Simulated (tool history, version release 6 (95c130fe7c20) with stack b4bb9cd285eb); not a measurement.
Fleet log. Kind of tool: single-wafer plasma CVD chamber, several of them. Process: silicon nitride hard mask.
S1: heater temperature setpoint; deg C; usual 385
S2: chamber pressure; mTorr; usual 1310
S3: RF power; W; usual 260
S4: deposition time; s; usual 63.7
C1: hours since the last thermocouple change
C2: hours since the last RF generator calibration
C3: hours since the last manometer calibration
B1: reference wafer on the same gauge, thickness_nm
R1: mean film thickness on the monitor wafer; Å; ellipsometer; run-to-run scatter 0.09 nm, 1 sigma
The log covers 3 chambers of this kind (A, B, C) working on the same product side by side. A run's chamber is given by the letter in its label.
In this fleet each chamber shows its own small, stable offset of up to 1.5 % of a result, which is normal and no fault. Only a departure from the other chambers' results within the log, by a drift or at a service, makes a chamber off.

Run 1B, day 0.221: usual settings; C1 257.3; C2 1653.7; C3 1791.4; B1 69.026. Result: R1 629.67 Å.
At day 0.442: chamber A: RF generator calibrated.
Run 2C, day 0.529: usual settings; C1 799.6; C2 901.9; C3 290.3; B1 69.000. Result: R1 637.37 Å.
Run 3A, day 0.858: usual settings; C1 443.1; C2 10.1; C3 647.2; B1 69.003. Result: R1 634.70 Å.
Run 4C, day 1.162: usual settings; C1 814.8; C2 917.1; C3 305.5; B1 69.070. Result: R1 637.81 Å.
Run 5B, day 1.412: usual settings; C1 285.9; C2 1682.3; C3 1820.0; B1 69.075. Result: R1 632.33 Å.
Run 6A, day 1.721: usual settings; C1 463.8; C2 30.8; C3 667.9; B1 69.071. Result: R1 632.76 Å.
Run 7C, day 1.900: usual settings but S1 392 deg C; C1 832.5; C2 934.8; C3 323.2; B1 69.082. Result: R1 634.94 Å.
Run 8A, day 2.088: usual settings but S1 392 deg C; C1 472.6; C2 39.6; C3 676.7; B1 69.091. Result: R1 630.95 Å.
Run 9B, day 2.404: usual settings but S1 392 deg C; C1 309.7; C2 1706.1; C3 1843.8; B1 69.099. Result: R1 629.99 Å.
Run 10B, day 2.658: usual settings; C1 315.8; C2 1712.2; C3 1849.9; B1 69.074. Result: R1 631.35 Å.
Run 11A, day 2.917: usual settings; C1 492.5; C2 59.5; C3 696.6; B1 69.142. Result: R1 634.12 Å.
Run 12C, day 3.142: usual settings; C1 862.3; C2 964.6; C3 353.0; B1 69.128. Result: R1 637.90 Å.
Run 13A, day 3.458: usual settings; C1 505.5; C2 72.5; C3 709.6; B1 69.156. Result: R1 635.14 Å.
Run 14C, day 3.638: usual settings; C1 874.2; C2 976.5; C3 364.9; B1 69.150. Result: R1 637.98 Å.
Run 15B, day 3.917: usual settings but S1 372 deg C, S3 230 W; C1 346.0; C2 1742.4; C3 1880.1; B1 69.170. Result: R1 582.10 Å.
Run 16C, day 4.208: usual settings but S1 372 deg C, S3 230 W; C1 887.9; C2 990.2; C3 378.6; B1 69.162. Result: R1 591.20 Å.
Run 17B, day 4.371: usual settings but S1 372 deg C, S3 230 W; C1 356.9; C2 1753.3; C3 1891.0; B1 69.199. Result: R1 582.64 Å.
Run 18A, day 4.583: usual settings; C1 532.5; C2 99.5; C3 736.6; B1 69.193. Result: R1 634.66 Å.
Run 19B, day 4.775: usual settings; C1 366.6; C2 1763.0; C3 1900.7; B1 69.217. Result: R1 631.49 Å.
Run 20C, day 5.083: usual settings; C1 908.9; C2 1011.2; C3 399.6; B1 69.205. Result: R1 638.36 Å.
Run 21A, day 5.229: usual settings; C1 548.0; C2 115.0; C3 752.1; B1 69.243. Result: R1 634.39 Å.
Run 22B, day 5.496: usual settings but S1 393 deg C; C1 383.9; C2 1780.3; C3 1918.0; B1 69.255. Result: R1 630.54 Å.
Run 23A, day 5.675: usual settings but S1 393 deg C; C1 558.7; C2 125.7; C3 762.8; B1 69.244. Result: R1 631.82 Å.
Run 24C, day 5.817: usual settings but S1 393 deg C; C1 926.5; C2 1028.8; C3 417.2; B1 69.278. Result: R1 637.15 Å.
Run 25A, day 6.092: usual settings; C1 568.7; C2 135.7; C3 772.8; B1 69.259. Result: R1 634.42 Å.
Run 26C, day 6.267: usual settings; C1 937.3; C2 1039.6; C3 428.0; B1 69.294. Result: R1 637.87 Å.
Run 27B, day 6.533: usual settings; C1 408.8; C2 1805.2; C3 1942.9; B1 69.279. Result: R1 633.85 Å.
Run 28C, day 6.721: usual settings but S3 240 W; C1 948.2; C2 1050.5; C3 438.9; B1 69.278. Result: R1 605.03 Å.
Run 29B, day 6.883: usual settings but S3 240 W; C1 417.2; C2 1813.6; C3 1951.3; B1 69.304. Result: R1 598.33 Å.
Run 30A, day 7.146: usual settings but S3 240 W; C1 594.0; C2 161.0; C3 798.1; B1 69.311. Result: R1 599.08 Å.
Run 31B, day 7.433: usual settings but S2 1440 mTorr, S3 235 W; C1 430.4; C2 1826.8; C3 1964.5; B1 69.310. Result: R1 607.53 Å.
Run 32C, day 7.679: usual settings but S2 1440 mTorr, S3 235 W; C1 971.2; C2 1073.5; C3 461.9; B1 69.320. Result: R1 614.82 Å.
Run 33A, day 7.954: usual settings but S2 1440 mTorr, S3 235 W; C1 613.4; C2 180.4; C3 817.5; B1 69.309. Result: R1 609.42 Å.
Run 34C, day 8.100: usual settings; C1 981.3; C2 1083.6; C3 472.0; B1 69.348. Result: R1 639.24 Å.
Run 35A, day 8.242: usual settings; C1 620.3; C2 187.3; C3 824.4; B1 69.348. Result: R1 635.19 Å.
Run 36B, day 8.450: usual settings; C1 454.8; C2 1851.2; C3 1988.9; B1 69.328. Result: R1 632.92 Å.
Run 37B, day 8.654: usual settings; C1 459.7; C2 1856.1; C3 1993.8; B1 69.361. Result: R1 632.77 Å.
Run 38A, day 8.875: usual settings; C1 635.5; C2 202.5; C3 839.6; B1 69.395. Result: R1 635.58 Å.
Run 39C, day 9.150: usual settings; C1 1006.5; C2 1108.8; C3 497.2; B1 69.402. Result: R1 639.80 Å.

Read the log: is a single chamber off, either drifting away or since a service, is the gauge that measures every chamber drifting, or is nothing wrong beyond small per-chamber offsets? Name any odd chamber and what most likely caused it.

None of the chambers is off. What moves is the gauge, dragging all their readings along together.
Likeliest cause: gauge reads high (%) = 0.586.

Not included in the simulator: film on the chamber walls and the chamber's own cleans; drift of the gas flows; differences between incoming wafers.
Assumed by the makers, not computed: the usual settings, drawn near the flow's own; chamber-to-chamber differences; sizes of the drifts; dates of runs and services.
